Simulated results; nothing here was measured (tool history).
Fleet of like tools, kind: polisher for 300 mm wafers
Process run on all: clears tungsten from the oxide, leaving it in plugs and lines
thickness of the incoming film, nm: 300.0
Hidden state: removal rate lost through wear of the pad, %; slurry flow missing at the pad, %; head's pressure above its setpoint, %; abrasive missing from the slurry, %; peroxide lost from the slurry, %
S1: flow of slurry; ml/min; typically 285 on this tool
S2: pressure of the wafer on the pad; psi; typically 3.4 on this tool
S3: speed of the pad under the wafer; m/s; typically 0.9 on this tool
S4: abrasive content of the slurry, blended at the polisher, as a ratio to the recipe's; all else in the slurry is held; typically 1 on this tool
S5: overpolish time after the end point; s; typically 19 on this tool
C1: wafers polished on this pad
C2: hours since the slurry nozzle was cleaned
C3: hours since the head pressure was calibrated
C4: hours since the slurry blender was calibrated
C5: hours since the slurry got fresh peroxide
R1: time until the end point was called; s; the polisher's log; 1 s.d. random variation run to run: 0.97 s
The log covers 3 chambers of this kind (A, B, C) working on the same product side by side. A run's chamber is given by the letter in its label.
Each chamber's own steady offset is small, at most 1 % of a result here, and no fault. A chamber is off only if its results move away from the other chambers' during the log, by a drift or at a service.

-- hour=5.2 chamber A: slurry tank refilled with fresh slurry and peroxide
-- hour=5.6 chamber B: slurry blender recalibrated
run 1A hour=16.1 | S1=285 S2=3.4 S3=0.9 S4=1 S5=19 | C1=995 C2=175.6 C3=377.4 C4=43.7 C5=11 | R1=82.489
-- hour=30.4 chamber A: worn pad replaced by a new one
run 2B hour=30.9 | S1=285 S2=3.4 S3=0.9 S4=1 S5=19 | C1=403 C2=87 C3=1288.9 C4=25.4 C5=82.5 | R1=80.885
run 3C hour=43.5 | S1=285 S2=3.4 S3=0.9 S4=1 S5=19 | C1=552 C2=491 C3=365.8 C4=358.1 C5=95.1 | R1=80.115
-- hour=45.4 chamber A: slurry nozzle cleaned
run 4A hour=51.6 | S1=285 S2=3.4 S3=0.9 S4=1 S5=19 | C1=240 C2=6.3 C3=412.9 C4=79.2 C5=46.5 | R1=81.738
run 5B hour=62.2 | S1=285 S2=3.4 S3=0.66 S4=1 S5=19 | C1=756 C2=118.3 C3=1320.2 C4=56.7 C5=113.8 | R1=111.07
run 6C hour=69.3 | S1=285 S2=3.4 S3=0.66 S4=1 S5=19 | C1=844 C2=516.8 C3=391.6 C4=383.9 C5=120.9 | R1=111.96
-- hour=78.7 chamber B: slurry tank refilled with fresh slurry and peroxide
-- hour=79.8 chamber A: head pressure recalibrated
-- hour=80.9 chamber B: worn pad replaced by a new one
run 7B hour=81.2 | S1=285 S2=3.4 S3=0.66 S4=1 S5=19 | C1=3 C2=137.3 C3=1339.2 C4=75.7 C5=2.5 | R1=112.76
-- hour=83.9 chamber A: slurry tank refilled with fresh slurry and peroxide
-- hour=86.3 chamber C: worn pad replaced by a new one
run 8C hour=90.3 | S1=285 S2=3.4 S3=0.9 S4=1 S5=19 | C1=45 C2=537.8 C3=412.6 C4=404.9 C5=141.9 | R1=81.208
-- hour=99.1 chamber C: slurry blender recalibrated
-- hour=100.3 chamber C: slurry nozzle cleaned
run 9A hour=104.9 | S1=285 S2=3.4 S3=0.9 S4=1 S5=19 | C1=842 C2=59.6 C3=25.1 C4=132.5 C5=21.1 | R1=78.419
-- hour=110.4 chamber A: worn pad replaced by a new one
run 10B hour=116.1 | S1=285 S2=3.4 S3=0.9 S4=1 S5=19 | C1=397 C2=172.2 C3=1374.1 C4=110.6 C5=37.4 | R1=80.724
run 11C hour=128.7 | S1=285 S2=3.4 S3=0.9 S4=1 S5=19 | C1=479 C2=28.5 C3=451 C4=29.6 C5=180.3 | R1=81.02
run 12A hour=139.4 | S1=285 S2=3.4 S3=0.9 S4=1 S5=19 | C1=328 C2=94.1 C3=59.6 C4=167 C5=55.6 | R1=79.542
run 13B hour=152 | S1=285 S2=3.4 S3=0.9 S4=1 S5=19 | C1=803 C2=208.1 C3=1410 C4=146.5 C5=73.3 | R1=81.746
-- hour=158 chamber B: worn pad replaced by a new one
-- hour=158.8 chamber A: slurry tank refilled with fresh slurry and peroxide
run 14C hour=164.4 | S1=285 S2=3.4 S3=0.9 S4=1 S5=19 | C1=882 C2=64.2 C3=486.7 C4=65.3 C5=216 | R1=82.223
-- hour=169 chamber C: worn pad replaced by a new one
run 15A hour=177 | S1=285 S2=3.4 S3=0.9 S4=1 S5=19 | C1=752 C2=131.7 C3=97.2 C4=204.6 C5=18.2 | R1=81.67
run 16C hour=190.4 | S1=285 S2=3.4 S3=0.9 S4=1 S5=19 | C1=242 C2=90.2 C3=512.7 C4=91.3 C5=242 | R1=81.571
run 17A hour=205.3 | S1=285 S2=3.4 S3=0.9 S4=1 S5=19 | C1=1072 C2=160 C3=125.5 C4=232.9 C5=46.5 | R1=79.296
-- hour=213.8 chamber B: slurry tank refilled with fresh slurry and peroxide
run 18B hour=214.4 | S1=285 S2=3.4 S3=0.9 S4=1 S5=19 | C1=637 C2=270.5 C3=1472.4 C4=208.9 C5=0.6 | R1=82.643
-- hour=215.3 chamber A: worn pad replaced by a new one
-- hour=218.2 chamber A: slurry blender recalibrated
run 19B hour=229.2 | S1=285 S2=3.4 S3=0.9 S4=1 S5=19 | C1=804 C2=285.3 C3=1487.2 C4=223.7 C5=15.4 | R1=81.582
run 20A hour=239.5 | S1=285 S2=3.4 S3=0.9 S4=1 S5=19 | C1=274 C2=194.2 C3=159.7 C4=21.3 C5=80.7 | R1=81.005
-- hour=245.7 chamber A: slurry tank refilled with fresh slurry and peroxide
-- hour=247.4 chamber B: worn pad replaced by a new one
-- hour=250.5 chamber A: slurry nozzle cleaned
run 21C hour=253.1 | S1=285 S2=3.4 S3=0.9 S4=1 S5=19 | C1=950 C2=152.9 C3=575.4 C4=154 C5=304.7 | R1=85.326
-- hour=259.5 chamber B: head pressure recalibrated
-- hour=259.5 chamber B: slurry blender recalibrated
-- hour=262 chamber B: slurry nozzle cleaned
-- hour=262.5 chamber C: worn pad replaced by a new one
run 22B hour=263.7 | S1=285 S2=3.4 S3=0.9 S4=1 S5=19 | C1=184 C2=1.7 C3=4.3 C4=4.3 C5=49.9 | R1=81.014
run 23A hour=272.5 | S1=205 S2=3.4 S3=0.9 S4=1 S5=11 | C1=646 C2=22 C3=192.7 C4=54.3 C5=26.9 | R1=83.622
run 24C hour=286 | S1=205 S2=3.4 S3=0.9 S4=1 S5=11 | C1=265 C2=185.8 C3=608.3 C4=186.9 C5=337.6 | R1=88.56
run 25C hour=301.2 | S1=205 S2=3.4 S3=0.9 S4=1 S5=11 | C1=437 C2=201 C3=623.5 C4=202.1 C5=352.8 | R1=87.596
-- hour=311.5 chamber A: worn pad replaced by a new one
run 26B hour=314.3 | S1=285 S2=3.4 S3=0.9 S4=1 S5=19 | C1=756 C2=52.3 C3=54.9 C4=54.9 C5=100.5 | R1=81.383
-- hour=318 chamber A: slurry tank refilled with fresh slurry and peroxide
run 27A hour=322.4 | S1=285 S2=3.4 S3=0.9 S4=1 S5=19 | C1=123 C2=71.9 C3=242.6 C4=104.2 C5=4.5 | R1=81.988
-- hour=330.4 chamber B: worn pad replaced by a new one
run 28B hour=331.2 | S1=285 S2=3.4 S3=0.9 S4=1 S5=19 | C1=9 C2=69.2 C3=71.8 C4=71.8 C5=117.4 | R1=80.578
run 29A hour=343.1 | S1=285 S2=3.4 S3=0.9 S4=1 S5=19 | C1=357 C2=92.6 C3=263.3 C4=124.9 C5=25.2 | R1=80.207
-- hour=355.8 chamber C: worn pad replaced by a new one
run 30C hour=356 | S1=285 S2=3.4 S3=0.9 S4=1 S5=19 | C1=3 C2=255.8 C3=678.3 C4=256.9 C5=407.6 | R1=86.951
run 31A hour=370.5 | S1=285 S2=4.3 S3=0.9 S4=1 S5=19 | C1=666 C2=120 C3=290.7 C4=152.3 C5=52.6 | R1=63.665
-- hour=379.2 chamber B: slurry tank refilled with fresh slurry and peroxide
run 32C hour=381.5 | S1=285 S2=4.3 S3=0.9 S4=1 S5=19 | C1=291 C2=281.3 C3=703.8 C4=282.4 C5=433.1 | R1=68.315
run 33B hour=391.5 | S1=285 S2=4.3 S3=0.9 S4=1 S5=19 | C1=690 C2=129.5 C3=132.1 C4=132.1 C5=12.4 | R1=63.046
-- hour=393 chamber A: worn pad replaced by a new one
run 34C hour=399.8 | S1=285 S2=3.4 S3=0.9 S4=1 S5=19 | C1=498 C2=299.6 C3=722.1 C4=300.7 C5=451.4 | R1=88.878
-- hour=401.4 chamber A: slurry tank refilled with fresh slurry and peroxide
run 35A hour=410.8 | S1=285 S2=3.4 S3=0.9 S4=1 S5=19 | C1=202 C2=160.3 C3=331 C4=192.6 C5=9.5 | R1=81.074
run 36B hour=423.7 | S1=285 S2=3.4 S3=0.9 S4=1 S5=19 | C1=1054 C2=161.7 C3=164.3 C4=164.3 C5=44.6 | R1=81.119

Each of the 3 chambers runs these same settings next. Fill in every chamber's results:
run 37A hour=435.5 | S1=285 S2=3.4 S3=0.9 S4=0.85 S5=19 | R1=?
run 37B hour=435.5 | S1=285 S2=3.4 S3=0.9 S4=0.85 S5=19 | R1=?
run 37C hour=435.5 | S1=285 S2=3.4 S3=0.9 S4=0.85 S5=19 | R1=?

run=37A R1=84.843
run=37B R1=83.931
run=37C R1=92.932
